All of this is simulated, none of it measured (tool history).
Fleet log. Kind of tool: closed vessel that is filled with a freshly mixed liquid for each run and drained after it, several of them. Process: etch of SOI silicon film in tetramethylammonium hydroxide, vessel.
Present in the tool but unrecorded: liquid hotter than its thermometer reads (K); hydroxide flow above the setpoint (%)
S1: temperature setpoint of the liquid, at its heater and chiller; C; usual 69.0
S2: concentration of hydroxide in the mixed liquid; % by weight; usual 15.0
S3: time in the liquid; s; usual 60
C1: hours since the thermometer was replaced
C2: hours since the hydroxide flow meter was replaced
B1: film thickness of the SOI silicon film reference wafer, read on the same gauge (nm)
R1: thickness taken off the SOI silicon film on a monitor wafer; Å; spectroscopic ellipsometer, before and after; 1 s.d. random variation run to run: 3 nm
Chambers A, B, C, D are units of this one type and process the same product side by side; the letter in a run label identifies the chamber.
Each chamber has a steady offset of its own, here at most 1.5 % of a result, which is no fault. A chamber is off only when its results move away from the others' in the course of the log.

{"run": "1A", "hour": 7.9, "S1": 69.0, "S2": 15.0, "S3": 60, "C1": 470.4, "C2": 578.0, "B1": 79.945, "R1": 3204.0}
{"run": "2C", "hour": 14.4, "S1": 69.0, "S2": 15.0, "S3": 60, "C1": 1828.4, "C2": 17.2, "B1": 80.011, "R1": 3275.3}
{"run": "3B", "hour": 19.3, "S1": 69.0, "S2": 15.0, "S3": 60, "C1": 1577.9, "C2": 1469.3, "B1": 79.981, "R1": 3369.4}
{"run": "4D", "hour": 28.2, "S1": 69.0, "S2": 15.0, "S3": 60, "C1": 344.0, "C2": 2106.8, "B1": 80.006, "R1": 3340.7}
{"run": "5B", "hour": 35.7, "S1": 69.0, "S2": 15.0, "S3": 60, "C1": 1594.3, "C2": 1485.7, "B1": 79.968, "R1": 3344.7}
{"run": "6D", "hour": 41.0, "S1": 69.0, "S2": 15.0, "S3": 60, "C1": 356.8, "C2": 2119.6, "B1": 79.993, "R1": 3331.4}
{"hour": 44.7, "done": "chamber D: hydroxide flow meter replaced"}
{"run": "7C", "hour": 46.8, "S1": 69.0, "S2": 15.0, "S3": 60, "C1": 1860.8, "C2": 49.6, "B1": 80.009, "R1": 3293.9}
{"run": "8A", "hour": 55.2, "S1": 69.0, "S2": 15.0, "S3": 60, "C1": 517.7, "C2": 625.3, "B1": 79.974, "R1": 3244.1}
{"run": "9D", "hour": 60.5, "S1": 69.0, "S2": 15.0, "S3": 60, "C1": 376.3, "C2": 15.8, "B1": 79.956, "R1": 3287.0}
{"run": "10C", "hour": 66.3, "S1": 69.0, "S2": 15.0, "S3": 60, "C1": 1880.3, "C2": 69.1, "B1": 80.007, "R1": 3236.5}
{"run": "11A", "hour": 73.2, "S1": 69.0, "S2": 15.0, "S3": 60, "C1": 535.7, "C2": 643.3, "B1": 80.032, "R1": 3197.3}
{"run": "12B", "hour": 81.0, "S1": 69.0, "S2": 15.0, "S3": 60, "C1": 1639.6, "C2": 1531.0, "B1": 80.014, "R1": 3315.9}
{"run": "13C", "hour": 89.1, "S1": 69.0, "S2": 15.0, "S3": 60, "C1": 1903.1, "C2": 91.9, "B1": 80.014, "R1": 3224.1}
{"run": "14A", "hour": 94.0, "S1": 69.0, "S2": 15.0, "S3": 60, "C1": 556.5, "C2": 664.1, "B1": 80.012, "R1": 3225.2}
{"run": "15D", "hour": 99.0, "S1": 69.0, "S2": 15.0, "S3": 60, "C1": 414.8, "C2": 54.3, "B1": 79.978, "R1": 3294.8}
{"run": "16B", "hour": 108.2, "S1": 69.0, "S2": 15.0, "S3": 60, "C1": 1666.8, "C2": 1558.2, "B1": 80.018, "R1": 3298.4}
{"run": "17B", "hour": 115.5, "S1": 69.0, "S2": 15.0, "S3": 60, "C1": 1674.1, "C2": 1565.5, "B1": 80.02, "R1": 3309.5}
{"run": "18A", "hour": 123.7, "S1": 69.0, "S2": 15.0, "S3": 60, "C1": 586.2, "C2": 693.8, "B1": 80.021, "R1": 3248.8}
{"run": "19D", "hour": 128.6, "S1": 69.0, "S2": 15.0, "S3": 60, "C1": 444.4, "C2": 83.9, "B1": 80.01, "R1": 3359.0}
{"run": "20C", "hour": 134.2, "S1": 69.0, "S2": 15.0, "S3": 60, "C1": 1948.2, "C2": 137.0, "B1": 79.986, "R1": 3259.2}
{"run": "21C", "hour": 138.5, "S1": 69.0, "S2": 15.0, "S3": 60, "C1": 1952.5, "C2": 141.3, "B1": 80.003, "R1": 3269.6}
{"run": "22A", "hour": 144.6, "S1": 69.0, "S2": 15.0, "S3": 60, "C1": 607.1, "C2": 714.7, "B1": 80.004, "R1": 3302.3}
{"run": "23B", "hour": 153.0, "S1": 69.0, "S2": 15.0, "S3": 60, "C1": 1711.6, "C2": 1603.0, "B1": 80.013, "R1": 3324.6}
{"run": "24D", "hour": 159.3, "S1": 69.0, "S2": 15.0, "S3": 60, "C1": 475.1, "C2": 114.6, "B1": 79.999, "R1": 3334.5}
{"run": "25B", "hour": 164.9, "S1": 69.0, "S2": 18.5, "S3": 60, "C1": 1723.5, "C2": 1614.9, "B1": 80.001, "R1": 3078.4}
{"run": "26A", "hour": 174.2, "S1": 69.0, "S2": 18.5, "S3": 60, "C1": 636.7, "C2": 744.3, "B1": 79.983, "R1": 3197.6}
{"run": "27C", "hour": 181.9, "S1": 69.0, "S2": 18.5, "S3": 60, "C1": 1995.9, "C2": 184.7, "B1": 79.998, "R1": 2984.8}
{"run": "28D", "hour": 191.5, "S1": 69.0, "S2": 18.5, "S3": 60, "C1": 507.3, "C2": 146.8, "B1": 80.026, "R1": 3136.2}
{"run": "29B", "hour": 200.8, "S1": 69.0, "S2": 15.0, "S3": 60, "C1": 1759.4, "C2": 1650.8, "B1": 79.996, "R1": 3325.3}
{"run": "30C", "hour": 209.1, "S1": 69.0, "S2": 13.0, "S3": 60, "C1": 2023.1, "C2": 211.9, "B1": 79.976, "R1": 3498.0}
{"run": "31D", "hour": 218.6, "S1": 69.0, "S2": 13.0, "S3": 60, "C1": 534.4, "C2": 173.9, "B1": 80.006, "R1": 3619.5}
{"run": "32A", "hour": 223.0, "S1": 69.0, "S2": 13.0, "S3": 60, "C1": 685.5, "C2": 793.1, "B1": 79.976, "R1": 3728.6}
{"run": "33A", "hour": 228.7, "S1": 69.0, "S2": 13.0, "S3": 60, "C1": 691.2, "C2": 798.8, "B1": 79.959, "R1": 3726.1}
{"run": "34B", "hour": 234.8, "S1": 69.0, "S2": 15.0, "S3": 60, "C1": 1793.4, "C2": 1684.8, "B1": 79.99, "R1": 3301.6}
{"run": "35D", "hour": 243.2, "S1": 69.0, "S2": 15.0, "S3": 60, "C1": 559.0, "C2": 198.5, "B1": 80.021, "R1": 3321.6}
{"run": "36C", "hour": 252.0, "S1": 69.0, "S2": 15.0, "S3": 60, "C1": 2066.0, "C2": 254.8, "B1": 80.032, "R1": 3229.5}
{"run": "37A", "hour": 259.3, "S1": 69.0, "S2": 15.0, "S3": 60, "C1": 721.8, "C2": 829.4, "B1": 79.998, "R1": 3613.0}
{"run": "38B", "hour": 267.7, "S1": 69.0, "S2": 15.0, "S3": 60, "C1": 1826.3, "C2": 1717.7, "B1": 80.019, "R1": 3317.9}
{"run": "39C", "hour": 275.0, "S1": 62.5, "S2": 12.0, "S3": 60, "C1": 2089.0, "C2": 277.8, "B1": 80.006, "R1": 2414.7}
{"run": "40D", "hour": 284.4, "S1": 62.5, "S2": 12.0, "S3": 60, "C1": 600.2, "C2": 239.7, "B1": 80.0, "R1": 2503.3}
{"run": "41C", "hour": 289.1, "S1": 62.5, "S2": 12.0, "S3": 60, "C1": 2103.1, "C2": 291.9, "B1": 79.98, "R1": 2422.2}
{"run": "42B", "hour": 294.1, "S1": 62.5, "S2": 12.0, "S3": 60, "C1": 1852.7, "C2": 1744.1, "B1": 79.984, "R1": 2486.9}
{"run": "43D", "hour": 300.3, "S1": 69.0, "S2": 15.0, "S3": 60, "C1": 616.1, "C2": 255.6, "B1": 80.036, "R1": 3321.2}
{"run": "44A", "hour": 305.7, "S1": 69.0, "S2": 15.0, "S3": 60, "C1": 768.2, "C2": 875.8, "B1": 80.001, "R1": 3694.2}

For the next run the whole fleet of 4 chambers uses the same settings. Give each chamber's results:
{"run": "45A", "hour": 312.6, "S1": 69.0, "S2": 15.0, "S3": 75, "R1": "?"}
{"run": "45B", "hour": 312.6, "S1": 69.0, "S2": 15.0, "S3": 75, "R1": "?"}
{"run": "45C", "hour": 312.6, "S1": 69.0, "S2": 15.0, "S3": 75, "R1": "?"}
{"run": "45D", "hour": 312.6, "S1": 69.0, "S2": 15.0, "S3": 75, "R1": "?"}

run=45A R1=4657.4
run=45B R1=4082.7
run=45C R1=4105.4
run=45D R1=4217.0

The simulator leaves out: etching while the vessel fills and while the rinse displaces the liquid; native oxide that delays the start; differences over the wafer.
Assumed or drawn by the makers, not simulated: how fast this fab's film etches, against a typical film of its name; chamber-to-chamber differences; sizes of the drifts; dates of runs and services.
